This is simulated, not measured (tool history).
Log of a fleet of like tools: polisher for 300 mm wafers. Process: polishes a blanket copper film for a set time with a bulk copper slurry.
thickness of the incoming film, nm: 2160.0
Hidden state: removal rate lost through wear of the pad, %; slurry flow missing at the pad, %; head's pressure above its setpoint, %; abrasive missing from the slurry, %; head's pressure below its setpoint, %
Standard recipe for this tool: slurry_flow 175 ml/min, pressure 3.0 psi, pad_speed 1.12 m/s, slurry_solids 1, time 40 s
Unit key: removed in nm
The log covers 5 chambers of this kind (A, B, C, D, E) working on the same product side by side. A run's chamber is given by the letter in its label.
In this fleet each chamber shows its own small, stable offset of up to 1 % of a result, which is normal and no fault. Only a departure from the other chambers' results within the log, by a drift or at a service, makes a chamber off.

run,hour,slurry_flow,pressure,pad_speed,slurry_solids,time,wafers polished on this pad,hours since the slurry nozzle was cleaned,hours since the head pressure was calibrated,hours since the slurry blender was calibrated,removed
1C,4.7,175,3.0,1.12,1,40,679,441.0,1126.2,264.7,377.87
2A,11.8,175,3.0,1.12,1,40,1050,451.4,790.7,37.7,380.77
# hour 11.9: chamber A: worn pad replaced by a new one
# hour 16.6: chamber B: worn pad replaced by a new one
3D,19.9,175,3.0,1.12,1,40,514,89.4,153.1,112.6,376.80
# hour 23.5: chamber D: worn pad replaced by a new one
4B,29.7,175,3.0,1.12,1,40,112,51.3,144.5,34.3,387.14
5E,38.1,175,3.0,1.12,1,40,379,662.9,816.1,488.4,383.66
6E,44.4,175,3.0,1.12,1,40,432,669.2,822.4,494.7,383.36
# hour 46.7: chamber A: head pressure recalibrated
7B,49.8,175,3.0,1.12,1,40,282,71.4,164.6,54.4,381.63
8A,56.0,175,3.0,1.12,1,40,374,495.6,9.3,81.9,381.68
# hour 58.9: chamber E: worn pad replaced by a new one
# hour 59.6: chamber E: slurry blender recalibrated
9D,64.3,175,3.0,1.12,1,40,346,133.8,197.5,157.0,378.97
10C,70.2,175,3.0,1.12,1,40,1235,506.5,1191.7,330.2,378.83
11A,79.4,175,3.0,1.12,1,40,573,519.0,32.7,105.3,381.37
# hour 82.7: chamber D: worn pad replaced by a new one
12B,87.6,175,3.0,1.12,1,40,603,109.2,202.4,92.2,378.18
13D,95.6,140,3.0,1.12,1,45,110,165.1,228.8,188.3,412.16
# hour 96.4: chamber B: worn pad replaced by a new one
# hour 98.7: chamber A: slurry nozzle cleaned
14C,104.2,140,3.0,1.12,1,45,1524,540.5,1225.7,364.2,400.43
15E,111.0,140,3.0,1.12,1,45,442,735.8,889.0,51.4,420.76
16E,117.3,140,3.0,1.12,1,45,496,742.1,895.3,57.7,411.88
17D,124.2,140,3.0,1.12,1,45,353,193.7,257.4,216.9,409.57
# hour 127.3: chamber E: worn pad replaced by a new one
# hour 128.8: chamber E: slurry nozzle cleaned
# hour 131.1: chamber C: head pressure recalibrated
18C,131.3,175,3.0,1.12,1,40,1754,567.6,0.2,391.3,368.44
19B,137.3,175,3.0,1.12,1,40,347,158.9,252.1,141.9,379.69
20A,147.3,175,3.0,1.12,1,40,1149,48.6,100.6,173.2,380.28
# hour 154.2: chamber D: worn pad replaced by a new one
21D,157.2,175,2.3,0.96,1,40,26,226.7,290.4,249.9,246.89
22E,162.3,175,2.3,0.96,1,40,297,33.5,940.3,102.7,251.96
23C,167.2,175,2.3,0.96,1,40,2059,603.5,36.1,427.2,241.26
# hour 172.0: chamber A: worn pad replaced by a new one
24A,177.0,175,2.3,0.96,1,40,42,78.3,130.3,202.9,249.62
25B,182.7,175,2.3,0.96,1,40,733,204.3,297.5,187.3,248.54
# hour 188.8: chamber E: worn pad replaced by a new one
26C,190.8,150,3.0,0.80,1,40,2259,627.1,59.7,450.8,253.83
# hour 191.1: chamber B: worn pad replaced by a new one
27A,199.9,150,3.0,0.80,1,40,237,101.2,153.2,225.8,266.24
28D,207.2,150,3.0,0.80,1,40,450,276.7,340.4,299.9,263.19
29E,215.0,150,3.0,0.80,1,40,222,86.2,993.0,155.4,266.52
30B,222.0,150,3.0,0.80,1,40,263,243.6,336.8,226.6,263.73
31D,229.8,175,3.0,1.12,1,40,642,299.3,363.0,322.5,378.74
32E,238.3,175,3.0,1.12,1,40,420,109.5,1016.3,178.7,389.77

Decide between three cases: one chamber stands off from its peers, the gauge reading all wafers drifts, or nothing is wrong past each chamber's small offset. Where a chamber is off, say which and what most likely put it there.

Little by little, chamber C moves away from the other chambers.
Most likely cause: removal rate lost through wear of the pad, % = 6.21.
With only this log, it may be confused with: slurry flow missing at the pad, %; abrasive missing from the slurry, %.

Chamber C could run next with any of the 4 candidate recipes listed below; each alters the usual settings, and their results appear as question marks. Which one brings its results back in line with what the other chambers deliver on the usual settings?
Maximum distance from the other chambers' mean on the usual settings for a result to count as in line: removed 8.90 nm
33C-1,245.8,175,3.1,1.12,1,40,,,,,?
33C-2,245.8,175,3.0,1.10,1,40,,,,,?
33C-3,245.8,175,3.1,1.16,1,40,,,,,?
33C-4,245.8,175,2.9,1.10,1,39,,,,,?

On the usual settings, the other chambers give on average: removed 381.23 nm
run,removed
33C-1,367.47
33C-2,349.52
33C-3,380.42
33C-4,329.60
Change 33C-3 lands the chamber within the allowed miss of the other chambers.
